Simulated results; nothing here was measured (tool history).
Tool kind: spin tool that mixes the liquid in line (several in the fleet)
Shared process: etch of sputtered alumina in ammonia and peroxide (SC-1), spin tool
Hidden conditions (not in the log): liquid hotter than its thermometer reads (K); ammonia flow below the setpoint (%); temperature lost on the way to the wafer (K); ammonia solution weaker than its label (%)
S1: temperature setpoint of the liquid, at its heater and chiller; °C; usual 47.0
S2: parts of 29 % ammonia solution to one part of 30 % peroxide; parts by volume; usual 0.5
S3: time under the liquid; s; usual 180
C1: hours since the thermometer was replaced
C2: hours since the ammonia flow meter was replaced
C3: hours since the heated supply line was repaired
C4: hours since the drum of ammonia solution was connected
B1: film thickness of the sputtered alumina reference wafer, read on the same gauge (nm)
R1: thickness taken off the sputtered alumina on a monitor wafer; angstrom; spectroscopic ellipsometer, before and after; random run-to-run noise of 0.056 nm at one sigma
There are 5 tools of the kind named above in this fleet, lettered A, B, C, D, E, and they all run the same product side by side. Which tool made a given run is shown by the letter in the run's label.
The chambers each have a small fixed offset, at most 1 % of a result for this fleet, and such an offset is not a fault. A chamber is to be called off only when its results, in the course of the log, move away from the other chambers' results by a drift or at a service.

{"run": "1B", "hour": 4.9, "S1": 47.0, "S2": 0.5, "S3": 180, "C1": 422.0, "C2": 580.8, "C3": 963.6, "C4": 252.1, "B1": 79.994, "R1": 76.13}
{"run": "2C", "hour": 14.6, "S1": 47.0, "S2": 0.5, "S3": 180, "C1": 755.5, "C2": 1048.1, "C3": 640.3, "C4": 317.0, "B1": 80.002, "R1": 75.773}
{"run": "3E", "hour": 19.2, "S1": 47.0, "S2": 0.5, "S3": 180, "C1": 1798.3, "C2": 593.2, "C3": 779.6, "C4": 183.2, "B1": 80.01, "R1": 75.377}
{"run": "4D", "hour": 29.3, "S1": 47.0, "S2": 0.5, "S3": 180, "C1": 632.8, "C2": 219.7, "C3": 362.9, "C4": 406.3, "B1": 80.007, "R1": 76.406}
{"run": "5A", "hour": 35.2, "S1": 47.0, "S2": 0.5, "S3": 180, "C1": 356.2, "C2": 1239.8, "C3": 350.1, "C4": 54.7, "B1": 79.994, "R1": 76.829}
{"run": "6A", "hour": 40.1, "S1": 47.0, "S2": 0.5, "S3": 110, "C1": 361.1, "C2": 1244.7, "C3": 355.0, "C4": 59.6, "B1": 80.005, "R1": 46.23}
{"run": "7B", "hour": 44.7, "S1": 47.0, "S2": 0.5, "S3": 110, "C1": 461.8, "C2": 620.6, "C3": 1003.4, "C4": 291.9, "B1": 79.989, "R1": 46.3}
{"run": "8D", "hour": 52.4, "S1": 47.0, "S2": 0.5, "S3": 110, "C1": 655.9, "C2": 242.8, "C3": 386.0, "C4": 429.4, "B1": 79.985, "R1": 47.246}
{"run": "9C", "hour": 62.5, "S1": 47.0, "S2": 0.5, "S3": 110, "C1": 803.4, "C2": 1096.0, "C3": 688.2, "C4": 364.9, "B1": 80.007, "R1": 46.695}
{"run": "10E", "hour": 68.7, "S1": 47.0, "S2": 0.5, "S3": 110, "C1": 1847.8, "C2": 642.7, "C3": 829.1, "C4": 232.7, "B1": 79.993, "R1": 46.175}
{"hour": 72.8, "done": "chamber E: thermometer replaced"}
{"run": "11E", "hour": 77.7, "S1": 47.0, "S2": 0.5, "S3": 180, "C1": 5.0, "C2": 651.7, "C3": 838.1, "C4": 241.7, "B1": 80.008, "R1": 75.786}
{"run": "12C", "hour": 82.7, "S1": 47.0, "S2": 0.5, "S3": 180, "C1": 823.6, "C2": 1116.2, "C3": 708.4, "C4": 385.1, "B1": 80.003, "R1": 75.969}
{"run": "13B", "hour": 91.8, "S1": 47.0, "S2": 0.5, "S3": 75, "C1": 508.9, "C2": 667.7, "C3": 1050.5, "C4": 339.0, "B1": 79.978, "R1": 31.48}
{"run": "14A", "hour": 100.5, "S1": 47.0, "S2": 0.5, "S3": 75, "C1": 421.5, "C2": 1305.1, "C3": 415.4, "C4": 120.0, "B1": 80.005, "R1": 31.812}
{"hour": 107.4, "done": "chamber D: thermometer replaced"}
{"run": "15D", "hour": 107.6, "S1": 47.0, "S2": 0.5, "S3": 75, "C1": 0.2, "C2": 298.0, "C3": 441.2, "C4": 484.6, "B1": 80.011, "R1": 31.773}
{"run": "16C", "hour": 117.0, "S1": 47.0, "S2": 0.5, "S3": 75, "C1": 857.9, "C2": 1150.5, "C3": 742.7, "C4": 419.4, "B1": 80.01, "R1": 31.477}
{"run": "17B", "hour": 121.5, "S1": 47.0, "S2": 0.5, "S3": 75, "C1": 538.6, "C2": 697.4, "C3": 1080.2, "C4": 368.7, "B1": 80.006, "R1": 31.532}
{"run": "18D", "hour": 126.5, "S1": 47.0, "S2": 0.5, "S3": 180, "C1": 19.1, "C2": 316.9, "C3": 460.1, "C4": 503.5, "B1": 80.018, "R1": 75.436}
{"run": "19E", "hour": 135.0, "S1": 41.0, "S2": 0.5, "S3": 180, "C1": 62.3, "C2": 709.0, "C3": 895.4, "C4": 299.0, "B1": 80.008, "R1": 53.049}
{"run": "20A", "hour": 140.9, "S1": 41.0, "S2": 0.5, "S3": 180, "C1": 461.9, "C2": 1345.5, "C3": 455.8, "C4": 160.4, "B1": 80.017, "R1": 53.491}
{"run": "21D", "hour": 148.5, "S1": 41.0, "S2": 0.5, "S3": 180, "C1": 41.1, "C2": 338.9, "C3": 482.1, "C4": 525.5, "B1": 80.013, "R1": 54.671}
{"run": "22A", "hour": 157.5, "S1": 41.0, "S2": 0.5, "S3": 180, "C1": 478.5, "C2": 1362.1, "C3": 472.4, "C4": 177.0, "B1": 80.003, "R1": 54.143}
{"run": "23B", "hour": 163.5, "S1": 41.0, "S2": 0.5, "S3": 180, "C1": 580.6, "C2": 739.4, "C3": 1122.2, "C4": 410.7, "B1": 79.997, "R1": 52.195}
{"run": "24C", "hour": 170.8, "S1": 47.0, "S2": 0.5, "S3": 180, "C1": 911.7, "C2": 1204.3, "C3": 796.5, "C4": 473.2, "B1": 80.002, "R1": 75.772}
{"run": "25E", "hour": 179.5, "S1": 47.0, "S2": 0.5, "S3": 180, "C1": 106.8, "C2": 753.5, "C3": 939.9, "C4": 343.5, "B1": 80.007, "R1": 76.084}
{"run": "26E", "hour": 187.5, "S1": 47.0, "S2": 0.5, "S3": 180, "C1": 114.8, "C2": 761.5, "C3": 947.9, "C4": 351.5, "B1": 79.999, "R1": 75.194}
{"run": "27D", "hour": 197.0, "S1": 55.5, "S2": 0.5, "S3": 225, "C1": 89.6, "C2": 387.4, "C3": 530.6, "C4": 574.0, "B1": 79.988, "R1": 150.63}
{"run": "28A", "hour": 206.7, "S1": 55.5, "S2": 0.5, "S3": 225, "C1": 527.7, "C2": 1411.3, "C3": 521.6, "C4": 226.2, "B1": 79.992, "R1": 153.83}
{"run": "29B", "hour": 213.4, "S1": 55.5, "S2": 0.5, "S3": 225, "C1": 630.5, "C2": 789.3, "C3": 1172.1, "C4": 460.6, "B1": 79.982, "R1": 146.92}
{"run": "30C", "hour": 219.1, "S1": 55.5, "S2": 0.5, "S3": 225, "C1": 960.0, "C2": 1252.6, "C3": 844.8, "C4": 521.5, "B1": 80.002, "R1": 150.37}
{"run": "31D", "hour": 228.9, "S1": 55.5, "S2": 0.5, "S3": 225, "C1": 121.5, "C2": 419.3, "C3": 562.5, "C4": 605.9, "B1": 80.016, "R1": 150.2}
{"run": "32A", "hour": 235.8, "S1": 47.0, "S2": 0.5, "S3": 180, "C1": 556.8, "C2": 1440.4, "C3": 550.7, "C4": 255.3, "B1": 79.999, "R1": 76.366}
{"run": "33E", "hour": 240.6, "S1": 47.0, "S2": 0.5, "S3": 180, "C1": 167.9, "C2": 814.6, "C3": 1001.0, "C4": 404.6, "B1": 79.988, "R1": 75.558}
{"run": "34C", "hour": 249.5, "S1": 47.0, "S2": 0.5, "S3": 180, "C1": 990.4, "C2": 1283.0, "C3": 875.2, "C4": 551.9, "B1": 80.0, "R1": 76.928}
{"run": "35B", "hour": 254.3, "S1": 47.0, "S2": 0.5, "S3": 180, "C1": 671.4, "C2": 830.2, "C3": 1213.0, "C4": 501.5, "B1": 79.999, "R1": 74.044}

All 5 chambers run these settings next. Forecast each chamber's results:
{"run": "36A", "hour": 261.7, "S1": 47.0, "S2": 0.5, "S3": 250, "R1": "?"}
{"run": "36B", "hour": 261.7, "S1": 47.0, "S2": 0.5, "S3": 250, "R1": "?"}
{"run": "36C", "hour": 261.7, "S1": 47.0, "S2": 0.5, "S3": 250, "R1": "?"}
{"run": "36D", "hour": 261.7, "S1": 47.0, "S2": 0.5, "S3": 250, "R1": "?"}
{"run": "36E", "hour": 261.7, "S1": 47.0, "S2": 0.5, "S3": 250, "R1": "?"}

run=36A R1=107.030
run=36B R1=103.680
run=36C R1=105.580
run=36D R1=105.780
run=36E R1=106.400

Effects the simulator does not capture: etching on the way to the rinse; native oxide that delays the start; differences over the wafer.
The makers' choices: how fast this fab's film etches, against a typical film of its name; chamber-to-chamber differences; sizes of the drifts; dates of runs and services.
